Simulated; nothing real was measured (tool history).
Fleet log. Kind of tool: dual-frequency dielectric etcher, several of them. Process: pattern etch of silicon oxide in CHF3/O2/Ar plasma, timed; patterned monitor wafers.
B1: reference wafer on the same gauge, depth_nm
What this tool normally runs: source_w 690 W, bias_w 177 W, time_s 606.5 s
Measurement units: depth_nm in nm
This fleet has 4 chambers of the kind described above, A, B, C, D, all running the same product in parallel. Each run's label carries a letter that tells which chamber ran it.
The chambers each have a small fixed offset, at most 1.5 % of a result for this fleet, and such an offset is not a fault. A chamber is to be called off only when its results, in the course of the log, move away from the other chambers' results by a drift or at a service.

run 1D hour=9.3 | source_w=690 bias_w=177 time_s=606.5 | B1=1180.3 | depth_nm=1247.8
run 2C hour=16.1 | source_w=690 bias_w=177 time_s=606.5 | B1=1178.4 | depth_nm=1269.3
run 3B hour=24.2 | source_w=690 bias_w=177 time_s=606.5 | B1=1182.2 | depth_nm=1277.3
run 4A hour=33.6 | source_w=690 bias_w=177 time_s=606.5 | B1=1180.3 | depth_nm=1250.7
run 5B hour=41.8 | source_w=690 bias_w=177 time_s=606.5 | B1=1180.8 | depth_nm=1262.7
run 6C hour=50.6 | source_w=690 bias_w=177 time_s=606.5 | B1=1180.5 | depth_nm=1266.3
-- hour=54.4 chamber C: bias power generator calibrated
run 7A hour=58.5 | source_w=790 bias_w=177 time_s=606.5 | B1=1178 | depth_nm=1322.9
run 8D hour=68.1 | source_w=790 bias_w=177 time_s=606.5 | B1=1179.1 | depth_nm=1310.6
run 9D hour=73.9 | source_w=790 bias_w=177 time_s=606.5 | B1=1180.1 | depth_nm=1301.9
-- hour=81 chamber C: wet clean of the chamber
run 10C hour=85.6 | source_w=790 bias_w=177 time_s=606.5 | B1=1179.5 | depth_nm=1328
run 11A hour=98 | source_w=690 bias_w=177 time_s=606.5 | B1=1179.3 | depth_nm=1272.9
run 12B hour=111.1 | source_w=690 bias_w=177 time_s=606.5 | B1=1180.7 | depth_nm=1279.3
run 13B hour=120.7 | source_w=690 bias_w=143 time_s=606.5 | B1=1181.8 | depth_nm=1173.9
run 14A hour=127.7 | source_w=690 bias_w=143 time_s=606.5 | B1=1182.7 | depth_nm=1172.6
run 15C hour=134.4 | source_w=690 bias_w=143 time_s=606.5 | B1=1180.1 | depth_nm=1160.4
run 16D hour=143.7 | source_w=690 bias_w=143 time_s=606.5 | B1=1180.2 | depth_nm=1160.9
run 17D hour=154.5 | source_w=690 bias_w=177 time_s=606.5 | B1=1180.6 | depth_nm=1230.2
run 18C hour=166.9 | source_w=690 bias_w=177 time_s=606.5 | B1=1180.8 | depth_nm=1261.4
-- hour=169.8 chamber B: wet clean of the chamber
run 19A hour=176 | source_w=690 bias_w=177 time_s=606.5 | B1=1181.5 | depth_nm=1258.3
run 20B hour=186.7 | source_w=690 bias_w=177 time_s=606.5 | B1=1179.9 | depth_nm=1317
run 21C hour=197.2 | source_w=690 bias_w=177 time_s=606.5 | B1=1179.6 | depth_nm=1270.1
run 22D hour=205.3 | source_w=690 bias_w=177 time_s=606.5 | B1=1179.5 | depth_nm=1256.5
run 23B hour=215.5 | source_w=690 bias_w=177 time_s=606.5 | B1=1181.2 | depth_nm=1336.4
run 24A hour=227 | source_w=690 bias_w=177 time_s=606.5 | B1=1180.4 | depth_nm=1247.3
run 25A hour=234.7 | source_w=690 bias_w=177 time_s=606.5 | B1=1180.6 | depth_nm=1250.7
run 26D hour=242.2 | source_w=690 bias_w=177 time_s=606.5 | B1=1179.1 | depth_nm=1255.4
run 27C hour=253.6 | source_w=690 bias_w=177 time_s=606.5 | B1=1182.6 | depth_nm=1254.6
run 28B hour=265 | source_w=690 bias_w=177 time_s=606.5 | B1=1177.5 | depth_nm=1312.5

Each of the 4 chambers runs these same settings next. Fill in every chamber's results:
run 29A hour=274.7 | source_w=690 bias_w=177 time_s=437.5 | depth_nm=?
run 29B hour=274.7 | source_w=690 bias_w=177 time_s=437.5 | depth_nm=?
run 29C hour=274.7 | source_w=690 bias_w=177 time_s=437.5 | depth_nm=?
run 29D hour=274.7 | source_w=690 bias_w=177 time_s=437.5 | depth_nm=?

run=29A depth_nm=901.06
run=29B depth_nm=963.62
run=29C depth_nm=902.35
run=29D depth_nm=903.29
